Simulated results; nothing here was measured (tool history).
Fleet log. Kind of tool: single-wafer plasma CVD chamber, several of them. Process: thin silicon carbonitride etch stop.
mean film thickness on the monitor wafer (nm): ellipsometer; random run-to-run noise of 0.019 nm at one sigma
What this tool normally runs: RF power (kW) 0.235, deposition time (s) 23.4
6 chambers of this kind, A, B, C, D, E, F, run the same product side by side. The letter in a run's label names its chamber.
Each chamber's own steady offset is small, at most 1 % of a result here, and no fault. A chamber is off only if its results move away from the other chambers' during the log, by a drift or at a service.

run   hour  RF power (kW)  deposition time (s)  hours since the last thermocouple change  hours since the last RF generator calibration  read-back reference wafer on the same gauge, thickness_nm  mean film thickness on the monitor wafer (nm)
 1B    3.6          0.235                 23.4                                        93                                          535.4                                                     11.899                                         13.898
 2D    7.5          0.235                 23.4                                     897.6                                          591.7                                                     11.903                                         14.025
 3C   12.6          0.235                 23.4                                    1803.6                                          221.4                                                     11.905                                          14.04
 4E   16.2          0.235                 23.4                                    2634.2                                          110.4                                                     11.905                                         13.854
 5F   21.2          0.235                 23.4                                    1744.7                                          953.6                                                     11.913                                          14.05
 6A   24.1          0.235                 23.4                                      1536                                          846.1                                                      11.91                                         13.925
 7E   28.6          0.235                 23.4                                    2646.6                                          122.8                                                     11.916                                          13.86
 8D   31.4          0.235                 23.4                                     921.5                                          615.6                                                     11.914                                         14.039
 9C   36.2          0.235                 23.4                                    1827.2                                            245                                                     11.916                                         14.036
10B   39.1          0.235                 23.4                                     128.5                                          570.9                                                     11.917                                         13.905
11F   41.8          0.235                 23.4                                    1765.3                                          974.2                                                     11.921                                         14.051
12A   44.5          0.235                 23.4                                    1556.4                                          866.5                                                     11.917                                          13.96
13A   48.6          0.235                 23.4                                    1560.5                                          870.6                                                     11.915                                         13.953
14B   52.4          0.235                 23.4                                     141.8                                          584.2                                                     11.925                                         13.924
15C   57.2          0.235                 23.4                                    1848.2                                            266                                                     11.927                                         14.036
16D   61.7          0.265                 24.9                                     951.8                                          645.9                                                     11.928                                         15.531
17F   65.8          0.265                 24.9                                    1789.3                                          998.2                                                     11.933                                         15.547
18E   70.3          0.265                 24.9                                    2688.3                                          164.5                                                     11.931                                         15.281
19A     75          0.265                 24.9                                    1586.9                                            897                                                     11.934                                         15.405
20C   78.5          0.265                 24.9                                    1869.5                                          287.3                                                     11.935                                         15.498
21D   82.4          0.265                 24.9                                     972.5                                          666.6                                                     11.937                                         15.516
22E   85.4          0.235                 23.4                                    2703.4                                          179.6                                                     11.939                                         13.907
23B   90.5          0.235                 23.4                                     179.9                                          622.3                                                     11.942                                         13.966
24F   95.2          0.235                 23.4                                    1818.7                                         1027.6                                                     11.944                                         14.067
25B   99.2          0.235                 23.4                                     188.6                                            631                                                     11.943                                          14.01
26F  101.8          0.235                 23.4                                    1825.3                                         1034.2                                                     11.943                                         14.073
27D  105.4          0.235                 23.4                                     995.5                                          689.6                                                     11.947                                         14.092
28C  108.1          0.235                 23.4                                    1899.1                                          316.9                                                     11.951                                         14.061
29E  112.9          0.235                 20.7                                    2730.9                                          207.1                                                     11.945                                         12.321
30A  115.6          0.235                 20.7                                    1627.5                                          937.6                                                     11.952                                         12.386
31F  120.1          0.235                 20.7                                    1843.6                                         1052.5                                                      11.95                                         12.451
32C  124.2          0.235                 20.7                                    1915.2                                            333                                                     11.958                                         12.415
33E  127.9          0.235                 20.7                                    2745.9                                          222.1                                                      11.96                                         12.315
34A  131.4          0.235                 20.7                                    1643.3                                          953.4                                                      11.96                                         12.413
35D  135.2          0.235                 23.4                                    1025.3                                          719.4                                                     11.961                                         14.107
36B  139.4          0.235                 23.4                                     228.8                                          671.2                                                     11.964                                         13.991
37B  142.9          0.235                 23.4                                     232.3                                          674.7                                                     11.966                                         13.961
38F  145.7          0.235                 23.4                                    1869.2                                         1078.1                                                     11.969                                         14.103

All chambers now run identical settings, listed one chamber a line with results as question marks. What results will each chamber show?
39A  149.4          0.235                 23.4                                                                                                                                                                                                  ?
39B  149.4          0.235                 23.4                                                                                                                                                                                                  ?
39C  149.4          0.235                 23.4                                                                                                                                                                                                  ?
39D  149.4          0.235                 23.4                                                                                                                                                                                                  ?
39E  149.4          0.235                 23.4                                                                                                                                                                                                  ?
39F  149.4          0.235                 23.4                                                                                                                                                                                                  ?

run  mean film thickness on the monitor wafer (nm)
39A                                         14.029
39B                                         13.997
39C                                         14.085
39D                                          14.13
39E                                         13.953
39F                                          14.09
